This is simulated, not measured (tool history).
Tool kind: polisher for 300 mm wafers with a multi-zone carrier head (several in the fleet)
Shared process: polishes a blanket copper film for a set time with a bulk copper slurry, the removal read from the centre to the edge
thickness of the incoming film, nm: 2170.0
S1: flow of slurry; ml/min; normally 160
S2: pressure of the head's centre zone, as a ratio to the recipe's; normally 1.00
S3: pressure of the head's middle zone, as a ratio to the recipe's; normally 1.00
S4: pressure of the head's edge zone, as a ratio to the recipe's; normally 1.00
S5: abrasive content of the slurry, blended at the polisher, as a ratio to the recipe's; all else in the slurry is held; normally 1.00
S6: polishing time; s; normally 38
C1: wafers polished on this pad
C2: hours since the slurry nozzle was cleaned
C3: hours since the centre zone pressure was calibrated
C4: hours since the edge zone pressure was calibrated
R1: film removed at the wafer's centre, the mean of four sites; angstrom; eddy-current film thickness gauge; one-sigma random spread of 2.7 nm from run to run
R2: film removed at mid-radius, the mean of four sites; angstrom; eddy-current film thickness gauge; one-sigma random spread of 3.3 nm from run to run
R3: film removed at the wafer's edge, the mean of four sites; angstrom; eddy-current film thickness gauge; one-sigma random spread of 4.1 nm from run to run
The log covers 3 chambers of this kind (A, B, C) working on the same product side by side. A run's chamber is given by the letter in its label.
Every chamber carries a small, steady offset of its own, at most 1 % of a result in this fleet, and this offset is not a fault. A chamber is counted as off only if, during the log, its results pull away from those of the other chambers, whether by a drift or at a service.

run,hour,S1,S2,S3,S4,S5,S6,C1,C2,C3,C4,R1,R2,R3
1C,10.3,160,1.00,1.00,1.00,1.00,38,777,25.0,688.8,225.8,3200.0,3223.6,3195.0
# hour 17.8: chamber B: worn pad replaced by a new one
2A,23.3,160,1.00,1.00,1.00,1.00,38,571,64.3,309.8,666.1,3163.1,3148.0,3178.4
3B,30.0,160,1.00,1.00,1.00,1.00,38,130,425.3,1114.9,960.6,3151.3,3228.8,3110.2
# hour 37.1: chamber C: worn pad replaced by a new one
4C,40.1,160,1.00,1.00,1.00,1.00,38,32,54.8,718.6,255.6,3260.3,3175.1,3140.3
# hour 50.5: chamber A: worn pad replaced by a new one
5B,50.9,160,1.09,1.00,1.00,1.25,38,353,446.2,1135.8,981.5,3663.9,3343.6,3302.3
6A,61.2,160,1.09,1.00,1.00,1.25,38,115,102.2,347.7,704.0,3665.3,3400.6,3296.6
7A,67.4,160,1.09,1.00,1.00,1.25,38,181,108.4,353.9,710.2,3604.2,3322.0,3360.0
8B,75.7,160,1.00,1.00,1.00,1.00,38,618,471.0,1160.6,1006.3,3130.1,3189.8,3151.2
# hour 84.9: chamber B: worn pad replaced by a new one
9C,88.5,160,1.00,1.00,1.09,1.00,38,549,103.2,767.0,304.0,3145.7,3227.8,3350.3
10B,98.6,160,1.00,1.00,1.09,1.00,38,146,493.9,1183.5,1029.2,3164.1,3204.7,3333.7
# hour 98.7: chamber B: centre zone pressure recalibrated
11C,111.2,160,1.00,1.00,1.09,1.00,38,792,125.9,789.7,326.7,3195.8,3228.3,3322.4
# hour 123.5: chamber A: worn pad replaced by a new one
# hour 123.6: chamber C: worn pad replaced by a new one
12A,123.8,160,1.00,1.00,1.00,1.00,38,3,164.8,410.3,766.6,3154.9,3160.2,3209.5
13C,132.6,160,1.00,1.04,1.00,1.00,31,96,147.3,811.1,348.1,2597.7,2742.7,2648.8
14A,138.5,160,1.00,1.04,1.00,1.00,31,160,179.5,425.0,781.3,2617.2,2668.6,2531.2
# hour 141.8: chamber B: worn pad replaced by a new one
15B,150.0,160,1.00,1.04,1.00,1.00,31,88,545.3,51.4,1080.6,2889.4,2707.5,2596.0
16B,162.2,160,1.00,1.00,1.00,1.00,38,218,557.5,63.6,1092.8,3506.5,3194.2,3120.6
# hour 163.2: chamber A: edge zone pressure recalibrated
17C,170.3,160,1.00,1.00,1.00,1.00,38,499,185.0,848.8,385.8,3220.3,3198.2,3239.0
18A,176.9,160,1.00,1.00,1.00,1.00,38,570,217.9,463.4,13.7,3160.6,3188.7,3166.7
19A,184.1,160,1.00,1.00,1.00,1.00,38,647,225.1,470.6,20.9,3116.5,3143.2,3203.5
20C,191.1,160,1.00,1.00,1.00,1.00,38,721,205.8,869.6,406.6,3173.4,3186.0,3150.1
21B,200.6,160,1.00,1.00,1.05,0.80,38,628,595.9,102.0,1131.2,3320.6,3028.0,2995.1
# hour 201.5: chamber B: worn pad replaced by a new one
# hour 205.2: chamber A: worn pad replaced by a new one
22B,209.2,160,1.00,1.00,1.05,0.80,38,82,604.5,110.6,1139.8,3337.6,3017.1,3042.3
23A,219.9,160,1.00,1.00,1.05,0.80,38,158,260.9,506.4,56.7,3009.4,3036.0,3024.5
24C,229.4,160,1.12,0.96,1.00,1.00,38,1131,244.1,907.9,444.9,3626.4,3088.9,3185.0

For the next run the whole fleet of 3 chambers uses the same settings. Give each chamber's results:
25A,238.8,160,1.00,1.00,0.96,1.00,38,,,,,?,?,?
25B,238.8,160,1.00,1.00,0.96,1.00,38,,,,,?,?,?
25C,238.8,160,1.00,1.00,0.96,1.00,38,,,,,?,?,?

run,R1,R2,R3
25A,3179.6,3208.2,3086.1
25B,3456.6,3225.6,3003.7
25C,3200.2,3139.2,3127.9

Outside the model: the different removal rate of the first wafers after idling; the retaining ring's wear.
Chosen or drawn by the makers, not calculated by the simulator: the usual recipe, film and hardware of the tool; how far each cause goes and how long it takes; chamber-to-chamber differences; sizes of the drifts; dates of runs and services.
